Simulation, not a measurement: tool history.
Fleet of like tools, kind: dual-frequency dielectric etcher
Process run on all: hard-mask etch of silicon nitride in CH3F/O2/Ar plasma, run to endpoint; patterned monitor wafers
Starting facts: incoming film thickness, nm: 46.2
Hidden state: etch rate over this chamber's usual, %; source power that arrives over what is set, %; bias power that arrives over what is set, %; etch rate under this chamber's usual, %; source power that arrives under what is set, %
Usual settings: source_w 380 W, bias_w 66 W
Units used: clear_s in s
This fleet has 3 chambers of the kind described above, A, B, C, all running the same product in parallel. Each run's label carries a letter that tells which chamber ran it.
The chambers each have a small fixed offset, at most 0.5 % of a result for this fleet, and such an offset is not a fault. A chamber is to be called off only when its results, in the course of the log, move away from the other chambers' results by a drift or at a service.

run	hour	source_w	bias_w	hours since the last wet clean	hours since the last source power generator calibration	hours since the last bias power generator calibration	clear_s
1A	5.5	380	66	101.2	802.6	2877.8	70.040
2B	9.0	380	66	435.8	1668.2	2215.3	70.748
3C	12.1	380	66	302.5	3407.4	1133.0	70.844
# hour 16.5: chamber B: wet clean of the chamber
4B	18.1	380	66	1.7	1677.3	2224.4	70.450
5A	23.3	380	66	119.0	820.4	2895.6	69.598
6C	26.6	380	66	317.0	3421.9	1147.5	70.692
7B	32.7	380	66	16.3	1691.9	2239.0	70.540
8A	37.1	380	66	132.8	834.2	2909.4	69.826
9C	42.3	420	77	332.7	3437.6	1163.2	64.355
10A	45.8	420	77	141.5	842.9	2918.1	63.735
11B	52.1	420	77	35.7	1711.3	2258.4	64.995
# hour 53.6: chamber C: wet clean of the chamber
12C	56.8	380	66	3.2	3452.1	1177.7	73.017
13C	61.2	460	66	7.6	3456.5	1182.1	68.159
14A	67.1	460	66	162.8	864.2	2939.4	65.063
15B	72.6	460	66	56.2	1731.8	2278.9	65.916
16C	78.8	380	53	25.2	3474.1	1199.7	78.492
17B	82.4	380	53	66.0	1741.6	2288.7	75.941
18A	88.2	380	53	183.9	885.3	2960.5	75.343
19B	91.0	380	78	74.6	1750.2	2297.3	66.502
20C	95.6	380	78	42.0	3490.9	1216.5	69.157
21A	101.9	380	78	197.6	899.0	2974.2	65.941
22A	107.5	380	66	203.2	904.6	2979.8	69.907
23B	112.8	380	66	96.4	1772.0	2319.1	70.630

Does one chamber stand apart from the rest, does the shared gauge drift, or is all well apart from small per-chamber offsets? Give the chamber and the most likely cause, where there is one.

The work done on chamber C during a service left it standing apart from the others.
Cause: etch rate under this chamber's usual, % = 3.35.

Below are 4 candidate recipes for chamber C's next run, each the usual settings with a change, their results shown as question marks. Which of them brings C's results back in line with what the other chambers give on the usual settings?
To be in line, a result may differ from the other chambers' mean on the usual settings by at most: clear_s 0.810 s
24C-1	117.3	410	69				?
24C-2	117.3	380	58				?
24C-3	117.3	360	66				?
24C-4	117.3	380	69				?

What the other chambers average on the usual settings: clear_s 70.183 s
run	clear_s
24C-1	69.833
24C-2	76.111
24C-3	74.473
24C-4	71.879
24C-1 is the one that brings the chamber's results back in line with the other chambers.

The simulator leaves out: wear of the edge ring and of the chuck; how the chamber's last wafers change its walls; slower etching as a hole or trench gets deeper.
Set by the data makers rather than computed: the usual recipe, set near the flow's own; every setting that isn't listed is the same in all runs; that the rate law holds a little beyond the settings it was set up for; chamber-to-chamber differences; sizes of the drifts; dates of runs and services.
